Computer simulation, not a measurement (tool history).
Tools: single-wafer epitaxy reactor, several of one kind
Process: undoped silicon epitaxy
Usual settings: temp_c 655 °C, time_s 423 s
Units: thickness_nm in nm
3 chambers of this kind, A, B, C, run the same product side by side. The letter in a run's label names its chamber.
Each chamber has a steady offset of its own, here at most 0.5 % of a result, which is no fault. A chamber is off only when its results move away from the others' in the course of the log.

run   hour  temp_c  time_s  read-back reference wafer on the same gauge, thickness_nm  thickness_nm
 1C    6.2     655     423                                                     89.852        78.927
 2A   14.3     655     423                                                     89.815         79.51
 3B     22     655     423                                                     89.776        79.768
 4B   28.3     655     423                                                     89.785        79.557
 5C   33.1     655     423                                                     89.811        79.313
 6A   39.8     655     423                                                     89.785        78.036
 7A     45     655     423                                                     89.882         78.83
 8C     52     655     423                                                     89.673        78.906
 9B   60.8     655     340                                                     89.878        64.554
10C   65.2     655     340                                                     89.805        63.786
11A   72.5     655     340                                                     89.676        63.259
12B   76.5     655     423                                                     89.836        79.787
13B   82.3     655     423                                                     89.837        79.549
14C   89.4     655     423                                                     89.765        78.609
      91.6  -- chamber B: pyrometer calibrated
15A   95.1     655     477                                                     89.712        89.788
16C  103.1     655     477                                                     89.675        89.233
17A    112     655     477                                                     89.797        88.123
18B  117.1     655     423                                                     89.758        75.245
19B  122.9     655     423                                                     89.748        75.335
20C  128.8     655     423                                                     89.759        78.568
21A  134.2     666     346                                                      89.73         82.22
22A  139.9     666     346                                                     89.832        81.314
23C    144     666     346                                                     89.809        82.023
24B    149     664     423                                                     89.793        91.039
25A  156.9     664     423                                                     89.849        95.409
26C  163.8     664     423                                                     89.948         95.83

All 3 chambers run these settings next. Forecast each chamber's results:
27A  170.5     655     423                                                                        ?
27B  170.5     655     423                                                                        ?
27C  170.5     655     423                                                                        ?

run  thickness_nm
27A        77.751
27B        74.248
27C        79.551

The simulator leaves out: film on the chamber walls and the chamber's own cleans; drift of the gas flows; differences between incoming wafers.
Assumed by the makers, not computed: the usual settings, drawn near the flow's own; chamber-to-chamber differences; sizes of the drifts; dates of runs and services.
